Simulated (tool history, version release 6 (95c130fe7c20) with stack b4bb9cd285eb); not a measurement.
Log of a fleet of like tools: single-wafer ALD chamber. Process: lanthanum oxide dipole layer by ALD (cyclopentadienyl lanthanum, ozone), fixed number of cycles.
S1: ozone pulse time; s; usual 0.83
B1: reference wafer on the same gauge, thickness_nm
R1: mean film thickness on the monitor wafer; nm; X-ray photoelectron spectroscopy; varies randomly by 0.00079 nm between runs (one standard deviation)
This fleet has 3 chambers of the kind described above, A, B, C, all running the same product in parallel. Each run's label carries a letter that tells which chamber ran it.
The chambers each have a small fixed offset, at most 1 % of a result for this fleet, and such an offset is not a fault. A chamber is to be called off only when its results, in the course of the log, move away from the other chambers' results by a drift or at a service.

run,hour,S1,B1,R1
1B,3.1,0.83,0.47578,0.47019
2C,6.5,0.83,0.47578,0.47192
3A,10.4,0.83,0.47568,0.46674
4B,15.3,0.83,0.47572,0.46944
5C,18.8,0.83,0.47566,0.47230
6A,21.8,0.66,0.47555,0.42186
7B,26.4,0.66,0.47504,0.42299
8C,29.7,0.66,0.47515,0.42680
9A,32.4,0.83,0.47498,0.46514
10C,36.2,0.83,0.47512,0.47027
11A,39.8,0.83,0.47483,0.46681
12B,44.8,0.83,0.47460,0.46780
13C,47.5,0.83,0.47465,0.46872
14B,51.9,0.83,0.47427,0.46611
15A,56.5,0.83,0.47433,0.46496
16C,58.9,0.83,0.47411,0.47018
17B,62.9,0.83,0.47433,0.46715
18A,67.5,0.83,0.47382,0.46498
19B,70.2,0.83,0.47389,0.46731
20C,74.7,0.83,0.47372,0.47049
21A,77.7,0.83,0.47360,0.46459
22C,82.1,0.83,0.47359,0.46949
23A,85.2,0.83,0.47359,0.46348
24B,88.5,0.83,0.47347,0.46618
25A,92.1,0.83,0.47315,0.46341
26C,96.2,0.83,0.47323,0.46873
27B,100.3,0.83,0.47300,0.46535
28B,103.8,0.83,0.47287,0.46662
29A,107.4,0.93,0.47273,0.48399

The same settings go to every chamber for the next run, one line per chamber below. Forecast the results for each:
30A,110.9,0.83,,?
30B,110.9,0.83,,?
30C,110.9,0.83,,?

run,R1
30A,0.46201
30B,0.46634
30C,0.46893

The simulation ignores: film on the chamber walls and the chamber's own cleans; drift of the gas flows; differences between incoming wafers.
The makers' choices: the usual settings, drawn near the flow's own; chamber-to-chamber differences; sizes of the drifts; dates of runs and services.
